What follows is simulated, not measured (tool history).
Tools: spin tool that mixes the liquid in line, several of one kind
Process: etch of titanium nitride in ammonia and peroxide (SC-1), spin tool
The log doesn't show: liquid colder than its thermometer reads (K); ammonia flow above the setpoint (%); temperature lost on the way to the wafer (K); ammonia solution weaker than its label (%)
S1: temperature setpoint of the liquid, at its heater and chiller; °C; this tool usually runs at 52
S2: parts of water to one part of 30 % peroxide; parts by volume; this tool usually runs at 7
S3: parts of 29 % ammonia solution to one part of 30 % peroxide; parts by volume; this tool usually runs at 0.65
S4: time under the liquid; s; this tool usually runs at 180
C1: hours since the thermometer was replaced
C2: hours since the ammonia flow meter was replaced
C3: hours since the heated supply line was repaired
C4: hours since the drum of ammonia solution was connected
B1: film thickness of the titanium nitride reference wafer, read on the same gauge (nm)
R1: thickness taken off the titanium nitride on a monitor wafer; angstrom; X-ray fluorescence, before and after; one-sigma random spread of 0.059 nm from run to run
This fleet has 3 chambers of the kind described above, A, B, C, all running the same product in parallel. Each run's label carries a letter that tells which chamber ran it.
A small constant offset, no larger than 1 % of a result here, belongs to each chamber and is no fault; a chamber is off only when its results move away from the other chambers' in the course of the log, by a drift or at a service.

{"run": "1A", "hour": 9.4, "S1": 52, "S2": 7, "S3": 0.65, "S4": 180, "C1": 545.5, "C2": 1218.7, "C3": 269.1, "C4": 430.6, "B1": 110.01, "R1": 91.65}
{"hour": 13.1, "done": "chamber A: thermometer replaced"}
{"run": "2C", "hour": 19.0, "S1": 52, "S2": 7, "S3": 0.65, "S4": 180, "C1": 1469.5, "C2": 96.5, "C3": 617.8, "C4": 204.1, "B1": 109.95, "R1": 93.516}
{"run": "3B", "hour": 28.2, "S1": 52, "S2": 7, "S3": 0.65, "S4": 180, "C1": 1029.3, "C2": 1448.8, "C3": 1307.6, "C4": 625.4, "B1": 109.98, "R1": 92.916}
{"run": "4B", "hour": 39.3, "S1": 52, "S2": 7, "S3": 0.65, "S4": 180, "C1": 1040.4, "C2": 1459.9, "C3": 1318.7, "C4": 636.5, "B1": 110, "R1": 94.23}
{"run": "5C", "hour": 49.7, "S1": 52, "S2": 7, "S3": 0.65, "S4": 180, "C1": 1500.2, "C2": 127.2, "C3": 648.5, "C4": 234.8, "B1": 110, "R1": 93.073}
{"run": "6A", "hour": 61.7, "S1": 52, "S2": 7, "S3": 0.65, "S4": 180, "C1": 48.6, "C2": 1271, "C3": 321.4, "C4": 482.9, "B1": 110.05, "R1": 92.307}
{"run": "7C", "hour": 68.2, "S1": 52, "S2": 7, "S3": 0.65, "S4": 180, "C1": 1518.7, "C2": 145.7, "C3": 667, "C4": 253.3, "B1": 110, "R1": 91.887}
{"run": "8B", "hour": 74.6, "S1": 52, "S2": 7, "S3": 0.65, "S4": 180, "C1": 1075.7, "C2": 1495.2, "C3": 1354, "C4": 671.8, "B1": 110, "R1": 93.178}
{"run": "9A", "hour": 85.9, "S1": 52, "S2": 7, "S3": 0.65, "S4": 180, "C1": 72.8, "C2": 1295.2, "C3": 345.6, "C4": 507.1, "B1": 109.98, "R1": 92.875}
{"run": "10A", "hour": 94.4, "S1": 52, "S2": 7, "S3": 0.65, "S4": 180, "C1": 81.3, "C2": 1303.7, "C3": 354.1, "C4": 515.6, "B1": 109.98, "R1": 92.205}
{"run": "11C", "hour": 101.8, "S1": 52, "S2": 7, "S3": 0.65, "S4": 180, "C1": 1552.3, "C2": 179.3, "C3": 700.6, "C4": 286.9, "B1": 109.98, "R1": 90.912}
{"run": "12B", "hour": 109.5, "S1": 52, "S2": 7, "S3": 0.65, "S4": 180, "C1": 1110.6, "C2": 1530.1, "C3": 1388.9, "C4": 706.7, "B1": 110.02, "R1": 93.341}
{"run": "13C", "hour": 116.1, "S1": 52, "S2": 7, "S3": 0.65, "S4": 180, "C1": 1566.6, "C2": 193.6, "C3": 714.9, "C4": 301.2, "B1": 110, "R1": 90.851}
{"run": "14B", "hour": 123.1, "S1": 52, "S2": 7, "S3": 0.65, "S4": 180, "C1": 1124.2, "C2": 1543.7, "C3": 1402.5, "C4": 720.3, "B1": 109.99, "R1": 93.181}
{"run": "15A", "hour": 131.1, "S1": 52, "S2": 7, "S3": 0.65, "S4": 180, "C1": 118, "C2": 1340.4, "C3": 390.8, "C4": 552.3, "B1": 110, "R1": 92.078}
{"run": "16C", "hour": 142.7, "S1": 52, "S2": 7, "S3": 0.65, "S4": 180, "C1": 1593.2, "C2": 220.2, "C3": 741.5, "C4": 327.8, "B1": 110.02, "R1": 90.966}
{"hour": 146.2, "done": "chamber A: new drum of ammonia solution connected"}
{"run": "17B", "hour": 153.9, "S1": 52, "S2": 7, "S3": 0.65, "S4": 180, "C1": 1155, "C2": 1574.5, "C3": 1433.3, "C4": 751.1, "B1": 110, "R1": 93.29}
{"run": "18A", "hour": 160.0, "S1": 52, "S2": 7, "S3": 0.65, "S4": 180, "C1": 146.9, "C2": 1369.3, "C3": 419.7, "C4": 13.8, "B1": 110.01, "R1": 92.331}
{"run": "19A", "hour": 171.2, "S1": 52, "S2": 7, "S3": 0.65, "S4": 180, "C1": 158.1, "C2": 1380.5, "C3": 430.9, "C4": 25, "B1": 110.01, "R1": 92.65}
{"run": "20B", "hour": 179.6, "S1": 52, "S2": 7, "S3": 0.65, "S4": 180, "C1": 1180.7, "C2": 1600.2, "C3": 1459, "C4": 776.8, "B1": 109.99, "R1": 94.556}
{"run": "21C", "hour": 188.6, "S1": 52, "S2": 7, "S3": 0.65, "S4": 180, "C1": 1639.1, "C2": 266.1, "C3": 787.4, "C4": 373.7, "B1": 110.01, "R1": 88.168}
{"run": "22B", "hour": 199.8, "S1": 52, "S2": 7, "S3": 0.65, "S4": 180, "C1": 1200.9, "C2": 1620.4, "C3": 1479.2, "C4": 797, "B1": 110.01, "R1": 93.428}
{"run": "23A", "hour": 208.7, "S1": 52, "S2": 7, "S3": 0.65, "S4": 180, "C1": 195.6, "C2": 1418, "C3": 468.4, "C4": 62.5, "B1": 110, "R1": 93.002}
{"run": "24C", "hour": 217.2, "S1": 52, "S2": 5, "S3": 0.65, "S4": 100, "C1": 1667.7, "C2": 294.7, "C3": 816, "C4": 402.3, "B1": 110.02, "R1": 56.869}
{"run": "25A", "hour": 227.7, "S1": 52, "S2": 5, "S3": 0.65, "S4": 100, "C1": 214.6, "C2": 1437, "C3": 487.4, "C4": 81.5, "B1": 109.99, "R1": 59.847}
{"run": "26C", "hour": 237.7, "S1": 52, "S2": 5, "S3": 0.65, "S4": 100, "C1": 1688.2, "C2": 315.2, "C3": 836.5, "C4": 422.8, "B1": 110, "R1": 56.908}
{"run": "27B", "hour": 245.1, "S1": 52, "S2": 7, "S3": 0.65, "S4": 180, "C1": 1246.2, "C2": 1665.7, "C3": 1524.5, "C4": 842.3, "B1": 110, "R1": 92.957}
{"run": "28A", "hour": 250.7, "S1": 52, "S2": 7, "S3": 0.65, "S4": 180, "C1": 237.6, "C2": 1460, "C3": 510.4, "C4": 104.5, "B1": 110, "R1": 92.227}
{"run": "29B", "hour": 261.1, "S1": 52, "S2": 7, "S3": 0.65, "S4": 180, "C1": 1262.2, "C2": 1681.7, "C3": 1540.5, "C4": 858.3, "B1": 110.01, "R1": 92.904}

Each of the 3 chambers runs these same settings next. Fill in every chamber's results:
{"run": "30A", "hour": 269.7, "S1": 52, "S2": 10, "S3": 0.65, "S4": 180, "R1": "?"}
{"run": "30B", "hour": 269.7, "S1": 52, "S2": 10, "S3": 0.65, "S4": 180, "R1": "?"}
{"run": "30C", "hour": 269.7, "S1": 52, "S2": 10, "S3": 0.65, "S4": 180, "R1": "?"}

run=30A R1=76.699
run=30B R1=77.792
run=30C R1=71.358
